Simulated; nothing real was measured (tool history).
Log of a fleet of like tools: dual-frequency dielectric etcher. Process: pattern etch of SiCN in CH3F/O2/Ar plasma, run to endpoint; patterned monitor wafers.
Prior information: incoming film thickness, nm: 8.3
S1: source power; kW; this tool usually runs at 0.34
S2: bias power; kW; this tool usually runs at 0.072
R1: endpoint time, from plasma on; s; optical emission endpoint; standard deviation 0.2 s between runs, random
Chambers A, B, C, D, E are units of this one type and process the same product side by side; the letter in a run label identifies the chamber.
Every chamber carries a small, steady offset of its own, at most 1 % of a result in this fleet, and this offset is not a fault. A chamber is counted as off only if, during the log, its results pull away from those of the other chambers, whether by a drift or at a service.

{"run": "1B", "day": 0.162, "S1": 0.34, "S2": 0.072, "R1": 23.474}
{"run": "2C", "day": 0.296, "S1": 0.34, "S2": 0.072, "R1": 23.232}
{"run": "3E", "day": 0.421, "S1": 0.34, "S2": 0.072, "R1": 23.235}
{"run": "4A", "day": 0.579, "S1": 0.34, "S2": 0.072, "R1": 23.233}
{"run": "5D", "day": 0.792, "S1": 0.34, "S2": 0.072, "R1": 23.617}
{"run": "6C", "day": 0.967, "S1": 0.34, "S2": 0.072, "R1": 22.939}
{"run": "7B", "day": 1.112, "S1": 0.41, "S2": 0.089, "R1": 20.297}
{"run": "8E", "day": 1.217, "S1": 0.41, "S2": 0.089, "R1": 20.115}
{"run": "9D", "day": 1.367, "S1": 0.41, "S2": 0.089, "R1": 20.363}
{"run": "10A", "day": 1.471, "S1": 0.41, "S2": 0.089, "R1": 20.223}
{"run": "11B", "day": 1.604, "S1": 0.41, "S2": 0.089, "R1": 20.253}
{"run": "12E", "day": 1.754, "S1": 0.34, "S2": 0.072, "R1": 23.217}
{"run": "13D", "day": 1.933, "S1": 0.34, "S2": 0.072, "R1": 23.421}
{"run": "14C", "day": 2.038, "S1": 0.34, "S2": 0.072, "R1": 23.818}
{"run": "15A", "day": 2.204, "S1": 0.34, "S2": 0.072, "R1": 23.145}
{"run": "16B", "day": 2.329, "S1": 0.31, "S2": 0.057, "R1": 26.232}
{"run": "17E", "day": 2.458, "S1": 0.31, "S2": 0.057, "R1": 26.235}
{"run": "18D", "day": 2.608, "S1": 0.31, "S2": 0.057, "R1": 26.274}
{"run": "19A", "day": 2.708, "S1": 0.31, "S2": 0.057, "R1": 26.366}
{"run": "20C", "day": 2.912, "S1": 0.31, "S2": 0.057, "R1": 26.255}
{"run": "21E", "day": 3.046, "S1": 0.39, "S2": 0.056, "R1": 24.19}
{"run": "22A", "day": 3.192, "S1": 0.39, "S2": 0.056, "R1": 24.574}
{"run": "23B", "day": 3.404, "S1": 0.39, "S2": 0.056, "R1": 24.037}
{"run": "24D", "day": 3.592, "S1": 0.39, "S2": 0.056, "R1": 24.097}
{"run": "25C", "day": 3.717, "S1": 0.39, "S2": 0.056, "R1": 24.222}
{"day": 3.758, "done": "chamber A: wet clean of the chamber"}
{"run": "26A", "day": 3.912, "S1": 0.34, "S2": 0.072, "R1": 23.36}
{"run": "27E", "day": 4.058, "S1": 0.34, "S2": 0.072, "R1": 23.027}
{"run": "28B", "day": 4.183, "S1": 0.34, "S2": 0.072, "R1": 23.64}
{"run": "29D", "day": 4.275, "S1": 0.34, "S2": 0.072, "R1": 23.174}
{"run": "30C", "day": 4.383, "S1": 0.34, "S2": 0.072, "R1": 23.358}
{"day": 4.512, "done": "chamber D: bias power generator calibrated"}
{"run": "31B", "day": 4.521, "S1": 0.34, "S2": 0.072, "R1": 23.67}
{"day": 4.604, "done": "chamber D: source power generator calibrated"}
{"run": "32D", "day": 4.679, "S1": 0.34, "S2": 0.072, "R1": 23.519}
{"run": "33E", "day": 4.788, "S1": 0.34, "S2": 0.072, "R1": 23.129}
{"run": "34A", "day": 5.0, "S1": 0.34, "S2": 0.072, "R1": 23.547}
{"run": "35C", "day": 5.146, "S1": 0.34, "S2": 0.072, "R1": 23.256}
{"run": "36B", "day": 5.325, "S1": 0.34, "S2": 0.072, "R1": 23.337}
{"run": "37D", "day": 5.517, "S1": 0.34, "S2": 0.072, "R1": 23.521}
{"run": "38A", "day": 5.688, "S1": 0.34, "S2": 0.072, "R1": 23.399}
{"run": "39C", "day": 5.875, "S1": 0.34, "S2": 0.072, "R1": 23.232}

Next, every chamber runs the same settings. What will each give?
{"run": "40A", "day": 6.029, "S1": 0.34, "S2": 0.072, "R1": "?"}
{"run": "40B", "day": 6.029, "S1": 0.34, "S2": 0.072, "R1": "?"}
{"run": "40C", "day": 6.029, "S1": 0.34, "S2": 0.072, "R1": "?"}
{"run": "40D", "day": 6.029, "S1": 0.34, "S2": 0.072, "R1": "?"}
{"run": "40E", "day": 6.029, "S1": 0.34, "S2": 0.072, "R1": "?"}

run=40A R1=23.515
run=40B R1=23.298
run=40C R1=23.17
run=40D R1=23.555
run=40E R1=23.482
